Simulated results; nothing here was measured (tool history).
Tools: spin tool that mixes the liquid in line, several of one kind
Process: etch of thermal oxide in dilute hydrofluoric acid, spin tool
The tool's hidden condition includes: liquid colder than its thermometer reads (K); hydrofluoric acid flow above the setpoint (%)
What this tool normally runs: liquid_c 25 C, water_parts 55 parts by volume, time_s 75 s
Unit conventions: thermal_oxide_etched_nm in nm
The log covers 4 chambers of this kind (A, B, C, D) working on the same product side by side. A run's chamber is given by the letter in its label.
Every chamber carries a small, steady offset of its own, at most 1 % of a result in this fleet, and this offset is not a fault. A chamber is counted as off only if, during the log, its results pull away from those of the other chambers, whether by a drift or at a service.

| run | day | liquid_c | water_parts | time_s | hours since the thermometer was replaced | hours since the hydrofluoric acid flow meter was replaced | read-back film thickness of the thermal oxide reference wafer, read on the same gauge (nm) | thermal_oxide_etched_nm |
|---|---|---|---|---|---|---|---|---|
| 1B | 0.45 | 25 | 55 | 75 | 170 | 69.2 | 139.96 | 7.0906 |
| 2D | 0.762 | 25 | 55 | 75 | 724.9 | 695.9 | 140 | 7.1427 |
| 3A | 1.004 | 25 | 55 | 75 | 1051.6 | 757.5 | 140 | 7.1188 |
| 4C | 1.229 | 25 | 55 | 75 | 1476 | 375.6 | 140.02 | 7.1062 |
| 5A | 1.746 | 25 | 55 | 75 | 1069.4 | 775.3 | 140.02 | 7.1296 |
| 6D | 2.254 | 25 | 55 | 75 | 760.7 | 731.7 | 140.04 | 7.2008 |
| 7C | 2.483 | 25 | 55 | 75 | 1506.1 | 405.7 | 139.96 | 7.0437 |
| 8B | 2.721 | 25 | 55 | 75 | 224.5 | 123.7 | 140.02 | 7.097 |
| 9C | 3.05 | 25 | 55 | 75 | 1519.7 | 419.3 | 140.02 | 7.0839 |
| 10D | 3.483 | 28 | 55 | 75 | 790.2 | 761.2 | 139.99 | 8.087 |
| 11B | 3.771 | 28 | 55 | 75 | 249.7 | 148.9 | 140 | 8.023 |
| 12A | 4.096 | 28 | 55 | 75 | 1125.8 | 831.7 | 140.01 | 7.9879 |
| 13C | 4.517 | 28 | 55 | 75 | 1554.9 | 454.5 | 140.03 | 8.0337 |
| 14D | 5.038 | 25 | 55 | 75 | 827.5 | 798.5 | 139.99 | 7.1263 |
| 15B | 5.504 | 25 | 55 | 75 | 291.3 | 190.5 | 139.98 | 7.0147 |
| 16A | 5.742 | 25 | 55 | 75 | 1165.3 | 871.2 | 139.99 | 7.1615 |
| 17B | 6.192 | 25 | 70 | 75 | 307.8 | 207 | 140.02 | 5.4132 |
|  | 6.267 | chamber C: hydrofluoric acid flow meter replaced |
| 18A | 6.538 | 25 | 70 | 75 | 1184.4 | 890.3 | 140.01 | 5.4691 |
| 19C | 6.825 | 25 | 70 | 75 | 1610.3 | 13.4 | 139.99 | 5.5385 |
| 20D | 7.175 | 25 | 70 | 75 | 878.8 | 849.8 | 139.99 | 5.5571 |
| 21A | 7.542 | 27 | 40 | 75 | 1208.5 | 914.4 | 140.01 | 10.841 |
| 22C | 7.792 | 27 | 40 | 75 | 1633.5 | 36.6 | 139.98 | 10.865 |
| 23D | 8.262 | 27 | 40 | 75 | 904.9 | 875.9 | 140.04 | 10.77 |
| 24B | 8.542 | 27 | 40 | 75 | 364.2 | 263.4 | 139.97 | 10.834 |
| 25A | 9.046 | 25 | 55 | 75 | 1244.6 | 950.5 | 139.98 | 7.139 |
| 26C | 9.575 | 25 | 55 | 75 | 1676.3 | 79.4 | 140 | 7.1754 |
|  | 9.588 | chamber A: hydrofluoric acid flow meter replaced |
| 27B | 9.871 | 25 | 55 | 75 | 396.1 | 295.3 | 140 | 7.078 |
| 28D | 10.383 | 25 | 55 | 75 | 955.8 | 926.8 | 140.01 | 7.0962 |
| 29A | 10.825 | 25 | 55 | 75 | 1287.3 | 29.8 | 139.96 | 7.036 |

The same settings go to every chamber for the next run, one line per chamber below. Forecast the results for each:
| 30A | 11.2 | 25 | 55 | 75 |  |  |  | ? |
| 30B | 11.2 | 25 | 55 | 75 |  |  |  | ? |
| 30C | 11.2 | 25 | 55 | 75 |  |  |  | ? |
| 30D | 11.2 | 25 | 55 | 75 |  |  |  | ? |

| run | thermal_oxide_etched_nm |
|---|---|
| 30A | 7.0727 |
| 30B | 7.1741 |
| 30C | 7.1798 |
| 30D | 7.097 |
